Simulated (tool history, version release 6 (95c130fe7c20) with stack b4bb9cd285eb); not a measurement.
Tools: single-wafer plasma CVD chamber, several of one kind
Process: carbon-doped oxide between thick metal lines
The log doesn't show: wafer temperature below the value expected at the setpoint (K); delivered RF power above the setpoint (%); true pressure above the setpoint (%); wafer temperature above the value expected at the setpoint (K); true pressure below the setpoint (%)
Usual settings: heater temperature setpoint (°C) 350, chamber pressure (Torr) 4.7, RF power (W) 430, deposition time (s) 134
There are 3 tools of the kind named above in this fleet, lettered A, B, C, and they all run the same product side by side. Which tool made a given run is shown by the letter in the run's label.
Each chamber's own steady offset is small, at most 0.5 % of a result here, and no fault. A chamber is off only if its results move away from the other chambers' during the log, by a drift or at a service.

run	day	heater temperature setpoint (°C)	chamber pressure (Torr)	RF power (W)	deposition time (s)	hours since the last thermocouple change	hours since the last RF generator calibration	hours since the last manometer calibration	read-back reference wafer on the same gauge, thickness_nm	mean film thickness on the monitor wafer (nm)
1A	0.283	350	4.7	430	134	433.7	1515.3	277.5	612.97	606.88
2B	0.546	350	4.7	430	134	347.1	488.4	1585.4	612.77	601.97
3C	0.808	350	4.7	430	134	411.5	1355.6	2908.1	612.45	606.39
4C	1.258	350	4.7	430	134	422.3	1366.4	2918.9	612.30	606.68
5B	1.483	350	4.7	430	134	369.6	510.9	1607.9	612.43	602.88
6A	1.954	350	4.7	430	134	473.8	1555.4	317.6	612.04	605.29
# day 2.425: chamber C: capacitance manometer re-zeroed and calibrated
7A	2.438	357	4.7	350	134	485.4	1567.0	329.2	612.03	509.89
8C	2.733	357	4.7	350	134	457.7	1401.8	7.5	611.85	511.27
9B	3.204	357	4.7	350	134	410.9	552.2	1649.2	612.03	506.79
10B	3.538	350	4.7	430	134	418.9	560.2	1657.2	611.83	601.80
11C	4.012	350	4.7	430	134	488.4	1432.5	38.2	611.66	605.08
12A	4.425	350	4.7	430	134	533.1	1614.7	376.9	611.62	606.54
13A	4.896	350	4.7	430	134	544.4	1626.0	388.2	611.20	605.18
14C	5.154	350	4.7	430	155	515.8	1459.9	65.6	610.84	698.74
15B	5.525	350	4.7	430	155	466.6	607.9	1704.9	611.06	693.84
16C	5.788	350	4.7	430	155	531.0	1475.1	80.8	611.19	697.98
17B	6.225	350	4.7	430	134	483.4	624.7	1721.7	610.91	601.94
18A	6.683	350	4.7	430	134	587.3	1668.9	431.1	610.65	604.51
19B	7.000	350	4.7	430	134	502.0	643.3	1740.3	610.42	601.75
# day 7.100: chamber C: RF generator calibrated
20A	7.383	350	4.7	430	134	604.1	1685.7	447.9	610.52	605.67
21C	7.621	350	4.7	430	134	575.0	12.5	124.8	610.28	603.91
22C	7.917	350	4.7	430	134	582.1	19.6	131.9	610.15	604.75
23A	8.325	350	4.7	430	134	626.7	1708.3	470.5	609.90	601.99
24B	8.742	350	4.7	430	134	543.8	685.1	1782.1	609.98	597.42
25B	9.129	350	4.7	430	134	553.1	694.4	1791.4	609.82	600.83
26A	9.504	350	4.7	430	134	655.0	1736.6	498.8	609.77	602.35
27C	9.821	350	4.7	430	134	627.8	65.3	177.6	609.35	603.51
28B	10.079	350	4.7	430	149	575.9	717.2	1814.2	609.48	667.93
29C	10.429	350	4.7	430	149	642.4	79.9	192.2	609.23	669.78
30A	10.804	350	4.7	430	149	686.2	1767.8	530.0	609.13	668.84
31A	11.279	350	4.7	430	134	697.6	1779.2	541.4	609.15	601.60
32B	11.525	361	4.7	430	134	610.6	751.9	1848.9	608.80	583.09

Which is it: a chamber that has drifted or been left off by a service, a gauge drift common to all chambers, or only each chamber's usual small offset? If a chamber is off, name it and its likeliest cause.

It is the gauge, not a chamber: its drift shows up in every chamber's results at once, and no chamber is off.
Likeliest cause: gauge reads low (%) = 0.68.
